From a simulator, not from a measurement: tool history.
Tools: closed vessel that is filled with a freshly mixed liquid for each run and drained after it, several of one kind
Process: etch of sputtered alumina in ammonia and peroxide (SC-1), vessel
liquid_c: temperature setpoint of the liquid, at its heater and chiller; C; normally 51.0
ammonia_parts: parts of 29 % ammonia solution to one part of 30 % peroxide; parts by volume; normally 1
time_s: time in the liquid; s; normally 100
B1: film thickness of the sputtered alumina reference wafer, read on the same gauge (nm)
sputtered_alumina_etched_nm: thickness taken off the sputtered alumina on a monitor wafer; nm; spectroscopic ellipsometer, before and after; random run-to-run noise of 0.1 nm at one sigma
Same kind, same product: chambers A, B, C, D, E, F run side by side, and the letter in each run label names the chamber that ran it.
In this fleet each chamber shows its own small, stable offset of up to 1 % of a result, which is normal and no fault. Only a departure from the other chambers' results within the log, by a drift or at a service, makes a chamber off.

Run 1A, day 0.367: usual settings; B1 50.004. Result: sputtered_alumina_etched_nm 10.3000 nm.
Run 2D, day 0.658: usual settings; B1 49.960. Result: sputtered_alumina_etched_nm 10.2030 nm.
Run 3E, day 0.879: usual settings; B1 49.970. Result: sputtered_alumina_etched_nm 10.2800 nm.
Run 4B, day 1.271: usual settings; B1 50.004. Result: sputtered_alumina_etched_nm 10.4470 nm.
Run 5C, day 1.625: usual settings; B1 50.010. Result: sputtered_alumina_etched_nm 10.3230 nm.
Run 6F, day 1.867: usual settings but liquid_c 54.5 C, time_s 80 s; B1 49.983. Result: sputtered_alumina_etched_nm 9.8597 nm.
At day 2.017: chamber E: new drum of ammonia solution connected.
Run 7F, day 2.062: usual settings but liquid_c 54.5 C, time_s 80 s; B1 50.019. Result: sputtered_alumina_etched_nm 9.8946 nm.
Run 8E, day 2.338: usual settings but liquid_c 54.5 C, time_s 80 s; B1 50.031. Result: sputtered_alumina_etched_nm 9.9974 nm.
Run 9A, day 2.658: usual settings but liquid_c 54.5 C, time_s 80 s; B1 50.015. Result: sputtered_alumina_etched_nm 10.0790 nm.
Run 10B, day 3.038: usual settings but liquid_c 54.5 C, time_s 80 s; B1 50.028. Result: sputtered_alumina_etched_nm 10.0910 nm.
Run 11D, day 3.271: usual settings but liquid_c 54.5 C, time_s 80 s; B1 49.998. Result: sputtered_alumina_etched_nm 10.0450 nm.
Run 12C, day 3.504: usual settings; B1 50.001. Result: sputtered_alumina_etched_nm 10.5710 nm.
Run 13B, day 3.738: usual settings; B1 50.001. Result: sputtered_alumina_etched_nm 10.3000 nm.
Run 14C, day 3.933: usual settings; B1 49.979. Result: sputtered_alumina_etched_nm 10.4680 nm.
At day 4.067: chamber E: ammonia flow meter replaced.
Run 15D, day 4.304: usual settings; B1 50.013. Result: sputtered_alumina_etched_nm 10.1610 nm.
Run 16F, day 4.675: usual settings; B1 49.997. Result: sputtered_alumina_etched_nm 10.4270 nm.
Run 17A, day 4.979: usual settings; B1 50.000. Result: sputtered_alumina_etched_nm 10.3890 nm.
Run 18E, day 5.175: usual settings; B1 49.976. Result: sputtered_alumina_etched_nm 10.2050 nm.
Run 19C, day 5.404: usual settings; B1 50.006. Result: sputtered_alumina_etched_nm 10.1560 nm.
Run 20E, day 5.679: usual settings; B1 50.001. Result: sputtered_alumina_etched_nm 10.3730 nm.
At day 5.738: chamber B: new drum of ammonia solution connected.
At day 5.950: chamber A: new drum of ammonia solution connected.
Run 21D, day 6.062: usual settings; B1 49.975. Result: sputtered_alumina_etched_nm 10.2790 nm.
At day 6.254: chamber C: ammonia flow meter replaced.
Run 22F, day 6.267: usual settings; B1 50.008. Result: sputtered_alumina_etched_nm 10.1970 nm.
Run 23A, day 6.454: usual settings but liquid_c 60.0 C, time_s 45 s; B1 49.990. Result: sputtered_alumina_etched_nm 7.4717 nm.
Run 24B, day 6.662: usual settings but liquid_c 60.0 C, time_s 45 s; B1 50.008. Result: sputtered_alumina_etched_nm 7.5108 nm.
Run 25C, day 6.838: usual settings but liquid_c 60.0 C, time_s 45 s; B1 49.986. Result: sputtered_alumina_etched_nm 7.1808 nm.
Run 26D, day 7.083: usual settings but liquid_c 60.0 C, time_s 45 s; B1 50.042. Result: sputtered_alumina_etched_nm 7.5144 nm.
Run 27F, day 7.467: usual settings but liquid_c 60.0 C, time_s 45 s; B1 49.990. Result: sputtered_alumina_etched_nm 7.6314 nm.
Run 28B, day 7.746: usual settings but liquid_c 60.0 C, time_s 45 s; B1 50.022. Result: sputtered_alumina_etched_nm 7.4804 nm.
Run 29A, day 7.921: usual settings; B1 49.991. Result: sputtered_alumina_etched_nm 10.3970 nm.
Run 30E, day 8.212: usual settings; B1 50.005. Result: sputtered_alumina_etched_nm 10.3420 nm.
Run 31C, day 8.479: usual settings; B1 49.977. Result: sputtered_alumina_etched_nm 9.6902 nm.
Run 32A, day 8.804: usual settings; B1 49.986. Result: sputtered_alumina_etched_nm 10.4430 nm.
Run 33B, day 9.029: usual settings; B1 50.034. Result: sputtered_alumina_etched_nm 10.5070 nm.
Run 34E, day 9.321: usual settings; B1 50.002. Result: sputtered_alumina_etched_nm 10.1580 nm.
Run 35F, day 9.592: usual settings; B1 50.000. Result: sputtered_alumina_etched_nm 10.3010 nm.
Run 36D, day 9.779: usual settings; B1 50.004. Result: sputtered_alumina_etched_nm 10.4270 nm.
Run 37F, day 10.021: usual settings; B1 50.012. Result: sputtered_alumina_etched_nm 10.4510 nm.
Run 38D, day 10.358: usual settings; B1 49.995. Result: sputtered_alumina_etched_nm 10.2830 nm.
Run 39C, day 10.562: usual settings; B1 50.040. Result: sputtered_alumina_etched_nm 9.4874 nm.
Run 40E, day 10.812: usual settings; B1 50.000. Result: sputtered_alumina_etched_nm 10.4250 nm.
Run 41B, day 11.046: usual settings; B1 49.962. Result: sputtered_alumina_etched_nm 10.3060 nm.

Predict what each chamber gives when all 6 of them run the settings below next.
Run 42A, day 11.325: usual settings but time_s 50 s. Result: sputtered_alumina_etched_nm ?.
Run 42B, day 11.325: usual settings but time_s 50 s. Result: sputtered_alumina_etched_nm ?.
Run 42C, day 11.325: usual settings but time_s 50 s. Result: sputtered_alumina_etched_nm ?.
Run 42D, day 11.325: usual settings but time_s 50 s. Result: sputtered_alumina_etched_nm ?.
Run 42E, day 11.325: usual settings but time_s 50 s. Result: sputtered_alumina_etched_nm ?.
Run 42F, day 11.325: usual settings but time_s 50 s. Result: sputtered_alumina_etched_nm ?.

run  sputtered_alumina_etched_nm
42A                       5.2106
42B                       5.1550
42C                       4.6641
42D                       5.1569
42E                       5.0717
42F                       5.1401
